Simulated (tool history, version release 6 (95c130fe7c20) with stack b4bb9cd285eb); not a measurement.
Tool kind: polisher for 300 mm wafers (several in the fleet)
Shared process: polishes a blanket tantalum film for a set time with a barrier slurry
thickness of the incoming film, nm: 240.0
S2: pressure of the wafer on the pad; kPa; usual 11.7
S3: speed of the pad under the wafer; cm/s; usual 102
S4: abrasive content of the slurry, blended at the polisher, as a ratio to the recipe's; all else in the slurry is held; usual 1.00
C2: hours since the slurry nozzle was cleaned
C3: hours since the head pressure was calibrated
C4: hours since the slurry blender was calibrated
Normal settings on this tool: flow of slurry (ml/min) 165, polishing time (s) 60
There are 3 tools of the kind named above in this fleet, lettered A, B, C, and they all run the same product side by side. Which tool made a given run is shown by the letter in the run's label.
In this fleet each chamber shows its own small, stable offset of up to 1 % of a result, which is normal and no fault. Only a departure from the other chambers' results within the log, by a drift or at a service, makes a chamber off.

Run 1C, hour 11.8: usual settings; wafers polished on this pad 249; C2 249.7; C3 306.5; C4 43.4. Result: film removed (Å) 791.08.
Run 2A, hour 20.2: usual settings; wafers polished on this pad 995; C2 748.6; C3 198.7; C4 99.1. Result: film removed (Å) 777.97.
At hour 24.3: chamber A: worn pad replaced by a new one.
Run 3B, hour 32.9: usual settings; wafers polished on this pad 320; C2 65.2; C3 866.2; C4 69.9. Result: film removed (Å) 787.45.
At hour 35.0: chamber C: head pressure recalibrated.
Run 4A, hour 39.4: usual settings; wafers polished on this pad 131; C2 767.8; C3 217.9; C4 118.3. Result: film removed (Å) 774.19.
Run 5B, hour 49.2: usual settings; wafers polished on this pad 462; C2 81.5; C3 882.5; C4 86.2. Result: film removed (Å) 785.81.
Run 6C, hour 61.8: usual settings but S4 0.85, polishing time (s) 42; wafers polished on this pad 685; C2 299.7; C3 26.9; C4 93.4. Result: film removed (Å) 532.43.
At hour 66.3: chamber C: worn pad replaced by a new one.
Run 7A, hour 70.3: usual settings but S4 0.85, polishing time (s) 42; wafers polished on this pad 400; C2 798.7; C3 248.8; C4 149.2. Result: film removed (Å) 519.89.
Run 8B, hour 83.9: usual settings but S4 0.85, polishing time (s) 42; wafers polished on this pad 764; C2 116.2; C3 917.2; C4 120.9. Result: film removed (Å) 521.57.
Run 9C, hour 97.6: usual settings; wafers polished on this pad 273; C2 335.5; C3 62.7; C4 129.2. Result: film removed (Å) 796.91.
At hour 102.8: chamber B: slurry blender recalibrated.
At hour 107.3: chamber A: slurry nozzle cleaned.
Run 10C, hour 108.7: usual settings but flow of slurry (ml/min) 185, S2 13.8 kPa; wafers polished on this pad 369; C2 346.6; C3 73.8; C4 140.3. Result: film removed (Å) 947.21.
At hour 122.0: chamber C: slurry blender recalibrated.
Run 11B, hour 122.3: usual settings but flow of slurry (ml/min) 185, S2 13.8 kPa; wafers polished on this pad 1098; C2 154.6; C3 955.6; C4 19.6. Result: film removed (Å) 944.11.
Run 12A, hour 132.9: usual settings but flow of slurry (ml/min) 185, S2 13.8 kPa; wafers polished on this pad 945; C2 25.7; C3 311.4; C4 211.8. Result: film removed (Å) 940.22.
At hour 133.6: chamber C: worn pad replaced by a new one.
Run 13A, hour 145.3: usual settings; wafers polished on this pad 1053; C2 38.1; C3 323.8; C4 224.2. Result: film removed (Å) 783.65.
At hour 156.7: chamber A: worn pad replaced by a new one.
Run 14B, hour 157.4: usual settings but flow of slurry (ml/min) 210, S3 114 cm/s; wafers polished on this pad 1404; C2 189.7; C3 990.7; C4 54.7. Result: film removed (Å) 900.49.
At hour 162.1: chamber B: worn pad replaced by a new one.
Run 15C, hour 169.9: usual settings but flow of slurry (ml/min) 210, S3 114 cm/s; wafers polished on this pad 316; C2 407.8; C3 135.0; C4 48.0. Result: film removed (Å) 918.17.
Run 16A, hour 179.8: usual settings but flow of slurry (ml/min) 210, S3 114 cm/s; wafers polished on this pad 201; C2 72.6; C3 358.3; C4 258.7. Result: film removed (Å) 899.75.
Run 17C, hour 187.4: usual settings; wafers polished on this pad 469; C2 425.3; C3 152.5; C4 65.5. Result: film removed (Å) 788.11.
Run 18B, hour 198.8: usual settings; wafers polished on this pad 320; C2 231.1; C3 1032.1; C4 96.1. Result: film removed (Å) 783.41.
At hour 209.8: chamber C: worn pad replaced by a new one.
Run 19B, hour 211.8: usual settings; wafers polished on this pad 433; C2 244.1; C3 1045.1; C4 109.1. Result: film removed (Å) 782.79.
Run 20A, hour 221.1: usual settings; wafers polished on this pad 561; C2 113.9; C3 399.6; C4 300.0. Result: film removed (Å) 775.24.
Run 21C, hour 232.4: usual settings; wafers polished on this pad 197; C2 470.3; C3 197.5; C4 110.5. Result: film removed (Å) 788.52.
At hour 235.3: chamber B: slurry blender recalibrated.
Run 22C, hour 240.7: usual settings; wafers polished on this pad 269; C2 478.6; C3 205.8; C4 118.8. Result: film removed (Å) 789.27.
At hour 244.9: chamber A: slurry blender recalibrated.
Run 23A, hour 248.8: usual settings; wafers polished on this pad 802; C2 141.6; C3 427.3; C4 3.9. Result: film removed (Å) 772.69.
Run 24B, hour 255.9: usual settings; wafers polished on this pad 817; C2 288.2; C3 1089.2; C4 20.6. Result: film removed (Å) 783.05.

Has any chamber moved away from the others, gradually or after a service, or does the common gauge drift, or do the chambers differ only by their own small steady offsets? State the chamber and the most likely cause if one applies.

Nothing is wrong: each chamber keeps only its own small, steady offset and the gauge holds still.

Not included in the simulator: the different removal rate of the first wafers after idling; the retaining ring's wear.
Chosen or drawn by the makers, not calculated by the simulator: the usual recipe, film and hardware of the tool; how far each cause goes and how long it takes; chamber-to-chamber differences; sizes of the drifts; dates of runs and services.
